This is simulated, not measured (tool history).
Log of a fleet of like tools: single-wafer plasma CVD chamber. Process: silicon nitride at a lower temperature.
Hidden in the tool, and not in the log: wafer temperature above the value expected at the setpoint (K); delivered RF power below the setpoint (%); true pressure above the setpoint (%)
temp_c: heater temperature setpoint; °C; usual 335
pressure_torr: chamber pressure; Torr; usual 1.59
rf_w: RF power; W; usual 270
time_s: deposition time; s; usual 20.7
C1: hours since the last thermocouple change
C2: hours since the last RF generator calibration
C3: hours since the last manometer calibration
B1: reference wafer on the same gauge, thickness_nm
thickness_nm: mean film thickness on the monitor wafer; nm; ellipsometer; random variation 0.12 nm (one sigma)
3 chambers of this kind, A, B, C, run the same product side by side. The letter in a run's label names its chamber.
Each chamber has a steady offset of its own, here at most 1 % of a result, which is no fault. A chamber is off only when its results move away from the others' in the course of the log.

Run 1A, hour 4.2: usual settings; C1 115.9; C2 782.7; C3 765.3; B1 23.112. Result: thickness_nm 22.692 nm.
Run 2C, hour 7.4: usual settings; C1 1403.4; C2 1192.1; C3 945.1; B1 23.112. Result: thickness_nm 22.300 nm.
Run 3B, hour 10.1: usual settings; C1 1268.2; C2 708.8; C3 572.5; B1 23.103. Result: thickness_nm 23.104 nm.
Run 4C, hour 13.9: usual settings; C1 1409.9; C2 1198.6; C3 951.6; B1 23.102. Result: thickness_nm 22.404 nm.
Run 5B, hour 18.8: usual settings; C1 1276.9; C2 717.5; C3 581.2; B1 23.090. Result: thickness_nm 22.987 nm.
Run 6A, hour 22.2: usual settings; C1 133.9; C2 800.7; C3 783.3; B1 23.089. Result: thickness_nm 22.753 nm.
Run 7B, hour 27.0: usual settings; C1 1285.1; C2 725.7; C3 589.4; B1 23.121. Result: thickness_nm 22.898 nm.
Run 8A, hour 30.4: usual settings; C1 142.1; C2 808.9; C3 791.5; B1 23.088. Result: thickness_nm 22.854 nm.
Run 9C, hour 34.1: usual settings; C1 1430.1; C2 1218.8; C3 971.8; B1 23.098. Result: thickness_nm 22.665 nm.
Run 10C, hour 38.0: usual settings but temp_c 340 °C, time_s 22.1 s; C1 1434.0; C2 1222.7; C3 975.7; B1 23.144. Result: thickness_nm 24.023 nm.
Run 11A, hour 40.8: usual settings but temp_c 340 °C, time_s 22.1 s; C1 152.5; C2 819.3; C3 801.9; B1 23.108. Result: thickness_nm 24.278 nm.
Run 12B, hour 45.0: usual settings but temp_c 340 °C, time_s 22.1 s; C1 1303.1; C2 743.7; C3 607.4; B1 23.120. Result: thickness_nm 24.204 nm.
Run 13B, hour 50.6: usual settings; C1 1308.7; C2 749.3; C3 613.0; B1 23.088. Result: thickness_nm 22.572 nm.
Run 14C, hour 53.8: usual settings; C1 1449.8; C2 1238.5; C3 991.5; B1 23.108. Result: thickness_nm 22.683 nm.
Run 15A, hour 57.9: usual settings; C1 169.6; C2 836.4; C3 819.0; B1 23.078. Result: thickness_nm 22.690 nm.
Run 16A, hour 61.6: usual settings but time_s 24.5 s; C1 173.3; C2 840.1; C3 822.7; B1 23.095. Result: thickness_nm 27.118 nm.
Run 17B, hour 64.1: usual settings but time_s 24.5 s; C1 1322.2; C2 762.8; C3 626.5; B1 23.095. Result: thickness_nm 26.894 nm.
Run 18C, hour 68.9: usual settings but time_s 24.5 s; C1 1464.9; C2 1253.6; C3 1006.6; B1 23.111. Result: thickness_nm 26.692 nm.
Run 19C, hour 74.3: usual settings; C1 1470.3; C2 1259.0; C3 1012.0; B1 23.068. Result: thickness_nm 22.374 nm.
Run 20A, hour 79.7: usual settings; C1 191.4; C2 858.2; C3 840.8; B1 23.096. Result: thickness_nm 22.394 nm.
Run 21B, hour 82.3: usual settings; C1 1340.4; C2 781.0; C3 644.7; B1 23.101. Result: thickness_nm 22.852 nm.
Run 22A, hour 86.8: usual settings; C1 198.5; C2 865.3; C3 847.9; B1 23.113. Result: thickness_nm 22.679 nm.
Run 23C, hour 89.3: usual settings; C1 1485.3; C2 1274.0; C3 1027.0; B1 23.109. Result: thickness_nm 22.607 nm.
Run 24B, hour 94.4: usual settings; C1 1352.5; C2 793.1; C3 656.8; B1 23.096. Result: thickness_nm 22.949 nm.
Run 25C, hour 99.8: usual settings but temp_c 327 °C, time_s 21.9 s; C1 1495.8; C2 1284.5; C3 1037.5; B1 23.091. Result: thickness_nm 23.929 nm.
Run 26B, hour 104.7: usual settings but temp_c 327 °C, time_s 21.9 s; C1 1362.8; C2 803.4; C3 667.1; B1 23.098. Result: thickness_nm 24.619 nm.
Run 27A, hour 109.6: usual settings but temp_c 327 °C, time_s 21.9 s; C1 221.3; C2 888.1; C3 870.7; B1 23.095. Result: thickness_nm 23.566 nm.
Run 28C, hour 112.9: usual settings; C1 1508.9; C2 1297.6; C3 1050.6; B1 23.097. Result: thickness_nm 22.693 nm.
Run 29A, hour 115.5: usual settings; C1 227.2; C2 894.0; C3 876.6; B1 23.135. Result: thickness_nm 22.109 nm.
Run 30B, hour 118.9: usual settings but temp_c 349 °C, pressure_torr 1.22 Torr; C1 1377.0; C2 817.6; C3 681.3; B1 23.105. Result: thickness_nm 21.166 nm.
Run 31C, hour 122.7: usual settings but temp_c 349 °C, pressure_torr 1.22 Torr; C1 1518.7; C2 1307.4; C3 1060.4; B1 23.107. Result: thickness_nm 20.682 nm.
Run 32A, hour 126.0: usual settings but temp_c 349 °C, pressure_torr 1.22 Torr; C1 237.7; C2 904.5; C3 887.1; B1 23.085. Result: thickness_nm 20.362 nm.
Run 33B, hour 129.4: usual settings; C1 1387.5; C2 828.1; C3 691.8; B1 23.096. Result: thickness_nm 22.990 nm.
Run 34C, hour 133.2: usual settings but rf_w 250 W; C1 1529.2; C2 1317.9; C3 1070.9; B1 23.108. Result: thickness_nm 21.546 nm.
Run 35A, hour 137.1: usual settings but rf_w 250 W; C1 248.8; C2 915.6; C3 898.2; B1 23.096. Result: thickness_nm 20.888 nm.
Run 36B, hour 142.3: usual settings but rf_w 250 W; C1 1400.4; C2 841.0; C3 704.7; B1 23.109. Result: thickness_nm 21.347 nm.
Run 37A, hour 147.2: usual settings but time_s 18.3 s; C1 258.9; C2 925.7; C3 908.3; B1 23.098. Result: thickness_nm 19.344 nm.
Run 38B, hour 152.6: usual settings but time_s 18.3 s; C1 1410.7; C2 851.3; C3 715.0; B1 23.107. Result: thickness_nm 20.336 nm.
Run 39C, hour 155.8: usual settings but time_s 18.3 s; C1 1551.8; C2 1340.5; C3 1093.5; B1 23.122. Result: thickness_nm 19.932 nm.
Run 40C, hour 161.0: usual settings; C1 1557.0; C2 1345.7; C3 1098.7; B1 23.113. Result: thickness_nm 22.415 nm.
Run 41B, hour 164.0: usual settings; C1 1422.1; C2 862.7; C3 726.4; B1 23.106. Result: thickness_nm 22.630 nm.

Is one chamber off against the others, does the gauge drift, or is nothing wrong? If a chamber is off, say which, and what the likeliest cause is.

Chamber A drifts away from the others.
Cause: delivered RF power below the setpoint (%) = 6.55.

Here are 4 candidates for chamber A's next run, each the usual settings with a change, their results left as question marks. Which one brings its results back in line with what the others give on the usual settings?
In line means no further than this from the other chambers' mean on the usual settings: thickness_nm 0.430 nm
Run 42A-1, hour 168.1: usual settings but pressure_torr 1.53 Torr. Result: thickness_nm ?.
Run 42A-2, hour 168.1: usual settings but pressure_torr 1.61 Torr, rf_w 275 W, time_s 21.3 s. Result: thickness_nm ?.
Run 42A-3, hour 168.1: usual settings but rf_w 255 W. Result: thickness_nm ?.
Run 42A-4, hour 168.1: usual settings but time_s 20.8 s. Result: thickness_nm ?.

The other chambers' mean on the usual settings: thickness_nm 22.712 nm
  run  thickness_nm
42A-1        21.555
42A-2        22.781
42A-3        20.927
42A-4        21.888
42A-2 brings the chamber back in line.
